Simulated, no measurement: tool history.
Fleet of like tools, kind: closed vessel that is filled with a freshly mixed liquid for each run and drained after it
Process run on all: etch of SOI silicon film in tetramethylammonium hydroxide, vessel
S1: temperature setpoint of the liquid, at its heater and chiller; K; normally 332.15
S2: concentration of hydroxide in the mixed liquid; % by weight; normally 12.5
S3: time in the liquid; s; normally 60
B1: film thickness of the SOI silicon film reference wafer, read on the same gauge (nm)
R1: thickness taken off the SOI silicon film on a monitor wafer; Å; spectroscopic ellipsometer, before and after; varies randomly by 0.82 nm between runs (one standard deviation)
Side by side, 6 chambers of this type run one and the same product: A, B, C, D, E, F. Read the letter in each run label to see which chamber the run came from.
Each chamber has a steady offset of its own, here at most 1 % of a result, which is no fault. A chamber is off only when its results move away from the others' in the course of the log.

run   hour      S1    S2  S3      B1       R1
 1C    7.2  332.15  12.5  60  90.017  2031.80
 2B   12.5  332.15  12.5  60  89.993  2003.90
 3F   19.6  332.15  12.5  60  90.004  2002.10
 4A   26.7  332.15  12.5  60  90.012  2004.90
 5E   32.6  332.15  12.5  60  89.998  2012.00
 6D   36.5  332.15  12.5  60  89.954  2021.70
 7B   43.6  332.15  12.5  60  89.977  1989.90
 8C   50.6  332.15  12.5  60  89.975  1994.20
 9F   55.0  332.15  12.5  60  90.035  2009.00
10D   58.3  332.15  15.0  60  89.967  1837.90
11E   64.9  332.15  15.0  60  90.039  1842.00
12A   69.6  332.15  15.0  60  90.020  1834.50
13D   75.3  332.15  15.0  60  90.006  1849.60
14B   82.6  332.15  15.0  60  89.992  1828.30
15E   89.8  332.15  15.0  60  89.995  1824.90
16C   93.2  332.15  12.5  60  90.055  2010.10
17A   97.7  332.15  12.5  60  89.987  2013.40
18F  103.8  332.15  12.5  60  90.043  2017.00
19B  108.0  332.15  12.5  60  90.002  1998.10
20E  114.7  332.15  12.5  60  89.990  2007.60
21A  120.0  332.15  16.0  30  89.976   900.86
22C  126.8  332.15  16.0  30  90.061   903.04
23D  130.5  332.15  16.0  30  90.003   909.20
24F  135.0  332.15  16.0  30  90.011   897.20
     139.5  -- chamber F: hydroxide flow meter replaced
25A  139.6  332.15  16.0  30  90.040   902.27
26F  144.4  332.15  16.0  30  89.998   891.80
27D  147.7  332.15  12.5  60  90.008  2010.90
28C  151.7  332.15  12.5  60  89.993  2016.20
29B  154.9  332.15  12.5  60  89.990  2014.20
30E  160.1  332.15  12.5  60  90.004  2023.20
31C  164.7  332.15  12.5  60  90.016  2005.00
32B  168.9  332.15  12.5  60  90.026  2005.90
33F  173.2  332.15  12.5  60  89.997  2011.80
     179.1  -- chamber F: thermometer replaced
34E  180.1  332.15  12.5  60  90.015  2005.00
35A  186.9  332.15  12.5  60  90.000  2005.00
36D  192.4  332.15  12.5  60  90.020  2022.30
37B  197.2  332.15  12.5  60  89.962  2000.90
38F  203.3  332.15  12.5  60  89.996  2001.90
39C  209.5  329.15  12.5  60  89.993  1656.00
40A  214.6  329.15  12.5  60  90.005  1657.40
41D  217.8  329.15  12.5  60  89.949  1671.10
42E  223.0  329.15  12.5  60  89.976  1667.60

Read the log: is a single chamber off, either drifting away or since a service, is the gauge that measures every chamber drifting, or is nothing wrong beyond small per-chamber offsets? Name any odd chamber and what most likely caused it.

Beyond each chamber's small constant offset nothing stands out, and the gauge stays steady.
